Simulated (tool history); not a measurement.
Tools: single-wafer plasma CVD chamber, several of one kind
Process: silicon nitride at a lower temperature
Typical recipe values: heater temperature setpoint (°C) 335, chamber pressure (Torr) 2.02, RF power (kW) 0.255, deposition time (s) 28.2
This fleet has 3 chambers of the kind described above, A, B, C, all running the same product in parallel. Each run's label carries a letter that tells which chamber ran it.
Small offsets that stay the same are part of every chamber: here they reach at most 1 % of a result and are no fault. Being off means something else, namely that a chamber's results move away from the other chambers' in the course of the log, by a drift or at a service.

| run | day | heater temperature setpoint (°C) | chamber pressure (Torr) | RF power (kW) | deposition time (s) | read-back reference wafer on the same gauge, thickness_nm | mean film thickness on the monitor wafer (Å) |
|---|---|---|---|---|---|---|---|
| 1A | 0.304 | 335 | 2.02 | 0.255 | 28.2 | 26.505 | 314.68 |
| 2C | 0.575 | 335 | 2.02 | 0.255 | 28.2 | 26.485 | 320.30 |
| 3B | 0.988 | 335 | 2.02 | 0.255 | 28.2 | 26.519 | 318.72 |
| 4C | 1.425 | 335 | 2.02 | 0.255 | 28.2 | 26.493 | 317.73 |
| 5A | 1.825 | 335 | 2.02 | 0.255 | 28.2 | 26.506 | 314.95 |
| 6B | 2.279 | 335 | 2.02 | 0.255 | 28.2 | 26.502 | 317.32 |
| 7B | 2.742 | 335 | 1.76 | 0.255 | 31.2 | 26.502 | 339.56 |
| 8C | 3.033 | 335 | 1.76 | 0.255 | 31.2 | 26.503 | 341.65 |
| 9A | 3.425 | 335 | 1.76 | 0.255 | 31.2 | 26.497 | 336.04 |
| 10B | 3.704 | 335 | 2.02 | 0.255 | 28.2 | 26.503 | 318.11 |
| 11A | 4.208 | 335 | 2.02 | 0.255 | 28.2 | 26.506 | 314.83 |
| 12C | 4.512 | 335 | 2.02 | 0.255 | 28.2 | 26.500 | 318.52 |
| 13A | 4.754 | 335 | 2.02 | 0.255 | 28.2 | 26.496 | 313.57 |
| 14B | 5.217 | 335 | 2.02 | 0.255 | 28.2 | 26.505 | 318.93 |
| 15C | 5.646 | 335 | 2.02 | 0.255 | 28.2 | 26.482 | 320.38 |
|  | 5.650 | chamber C: thermocouple changed; heater temperature recalibrated |
| 16C | 6.021 | 335 | 2.02 | 0.255 | 28.2 | 26.499 | 320.00 |
| 17B | 6.267 | 335 | 2.02 | 0.255 | 28.2 | 26.505 | 320.08 |
| 18A | 6.625 | 335 | 2.02 | 0.255 | 28.2 | 26.503 | 315.76 |
| 19B | 6.946 | 330 | 2.02 | 0.285 | 28.2 | 26.490 | 344.88 |
|  | 7.058 | chamber B: RF generator calibrated |
| 20A | 7.429 | 330 | 2.02 | 0.285 | 28.2 | 26.495 | 340.31 |
| 21C | 7.662 | 330 | 2.02 | 0.285 | 28.2 | 26.503 | 345.44 |
| 22C | 8.171 | 342 | 2.02 | 0.220 | 28.2 | 26.497 | 287.13 |
| 23B | 8.421 | 342 | 2.02 | 0.220 | 28.2 | 26.504 | 286.61 |

Read the log: is a single chamber off, either drifting away or since a service, is the gauge that measures every chamber drifting, or is nothing wrong beyond small per-chamber offsets? Name any odd chamber and what most likely caused it.

The fleet is healthy, with each chamber sitting at its usual small offset and no drift in the gauge.
